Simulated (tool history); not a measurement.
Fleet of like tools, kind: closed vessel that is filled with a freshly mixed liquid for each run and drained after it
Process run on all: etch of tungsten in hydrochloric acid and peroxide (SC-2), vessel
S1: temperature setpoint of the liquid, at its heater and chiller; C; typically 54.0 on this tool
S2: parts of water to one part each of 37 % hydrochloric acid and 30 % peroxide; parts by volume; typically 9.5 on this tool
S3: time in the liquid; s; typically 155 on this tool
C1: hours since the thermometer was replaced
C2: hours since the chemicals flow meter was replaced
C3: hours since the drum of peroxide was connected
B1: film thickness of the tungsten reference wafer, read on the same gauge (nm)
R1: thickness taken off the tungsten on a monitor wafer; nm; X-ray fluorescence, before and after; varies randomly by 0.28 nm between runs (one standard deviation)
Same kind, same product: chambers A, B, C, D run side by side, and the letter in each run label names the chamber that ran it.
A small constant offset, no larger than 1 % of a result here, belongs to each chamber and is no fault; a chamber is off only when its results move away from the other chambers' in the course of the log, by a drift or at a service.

run	hour	S1	S2	S3	C1	C2	C3	B1	R1
1A	4.1	54.0	9.5	155	1327.3	594.6	442.2	120.01	50.416
2D	8.6	54.0	9.5	155	436.0	146.2	447.5	120.00	51.242
3B	14.6	54.0	9.5	155	1015.5	116.6	526.7	120.00	51.258
4C	19.5	54.0	9.5	155	1633.4	1411.5	1112.4	120.01	51.152
# hour 24.7: chamber C: new drum of peroxide connected
5A	26.2	54.0	9.5	155	1349.4	616.7	464.3	120.00	50.315
6C	29.9	54.0	9.5	155	1643.8	1421.9	5.2	120.01	50.954
7B	34.4	54.0	9.5	155	1035.3	136.4	546.5	119.96	51.235
8D	39.9	54.0	6.0	155	467.3	177.5	478.8	120.00	74.451
9C	44.2	54.0	6.0	155	1658.1	1436.2	19.5	119.99	73.437
10B	49.7	54.0	6.0	155	1050.6	151.7	561.8	120.00	73.206
11A	54.9	54.0	6.0	155	1378.1	645.4	493.0	120.00	73.189
12D	59.1	54.0	9.5	155	486.5	196.7	498.0	120.00	51.302
13A	65.0	54.0	9.5	155	1388.2	655.5	503.1	119.99	50.567
14D	69.4	54.0	9.5	155	496.8	207.0	508.3	120.00	51.352
15B	76.7	54.0	9.5	155	1077.6	178.7	588.8	120.01	52.031
16C	81.5	54.0	9.5	155	1695.4	1473.5	56.8	120.00	50.597
17A	87.8	54.0	7.5	155	1411.0	678.3	525.9	120.01	61.066
18B	93.0	54.0	7.5	155	1093.9	195.0	605.1	119.99	62.868
19C	99.6	54.0	7.5	155	1713.5	1491.6	74.9	119.97	62.189
20D	106.8	54.0	7.5	155	534.2	244.4	545.7	120.01	62.528
21B	112.0	54.0	9.5	155	1112.9	214.0	624.1	120.02	51.910
22A	118.7	54.0	9.5	70	1441.9	709.2	556.8	120.00	23.033
23D	124.3	54.0	9.5	70	551.7	261.9	563.2	120.01	22.928
24C	127.6	54.0	9.5	70	1741.5	1519.6	102.9	120.00	23.081
25A	132.6	54.0	9.5	70	1455.8	723.1	570.7	119.98	22.820
26D	138.5	54.0	9.5	155	565.9	276.1	577.4	120.00	51.712
27C	143.4	54.0	9.5	155	1757.3	1535.4	118.7	120.00	51.330
28B	150.8	54.0	9.5	155	1151.7	252.8	662.9	119.99	52.628
29D	156.3	54.0	5.0	100	583.7	293.9	595.2	120.00	54.791
30C	162.3	54.0	5.0	100	1776.2	1554.3	137.6	120.00	54.456
31A	169.2	54.0	5.0	100	1492.4	759.7	607.3	120.03	53.264
32B	173.4	54.0	5.0	100	1174.3	275.4	685.5	119.99	55.675
33C	179.0	54.0	9.5	155	1792.9	1571.0	154.3	120.00	51.429
34B	184.0	45.5	7.5	155	1184.9	286.0	696.1	119.98	36.861
35D	188.1	45.5	7.5	155	615.5	325.7	627.0	120.00	35.383
36A	193.5	45.5	7.5	155	1516.7	784.0	631.6	119.98	34.976
37A	200.5	45.5	7.5	155	1523.7	791.0	638.6	120.04	34.421
38D	205.6	54.0	9.5	155	633.0	343.2	644.5	120.00	51.570
39B	213.1	54.0	9.5	155	1214.0	315.1	725.2	120.00	53.704
40C	217.8	54.0	9.5	155	1831.7	1609.8	193.1	120.02	51.270

Next, all 4 chambers run the settings below, one line each with question marks for the results. What does each chamber give?
41A	223.3	54.0	9.5	85					?
41B	223.3	54.0	9.5	85					?
41C	223.3	54.0	9.5	85					?
41D	223.3	54.0	9.5	85					?

run	R1
41A	27.631
41B	29.636
41C	28.020
41D	28.132

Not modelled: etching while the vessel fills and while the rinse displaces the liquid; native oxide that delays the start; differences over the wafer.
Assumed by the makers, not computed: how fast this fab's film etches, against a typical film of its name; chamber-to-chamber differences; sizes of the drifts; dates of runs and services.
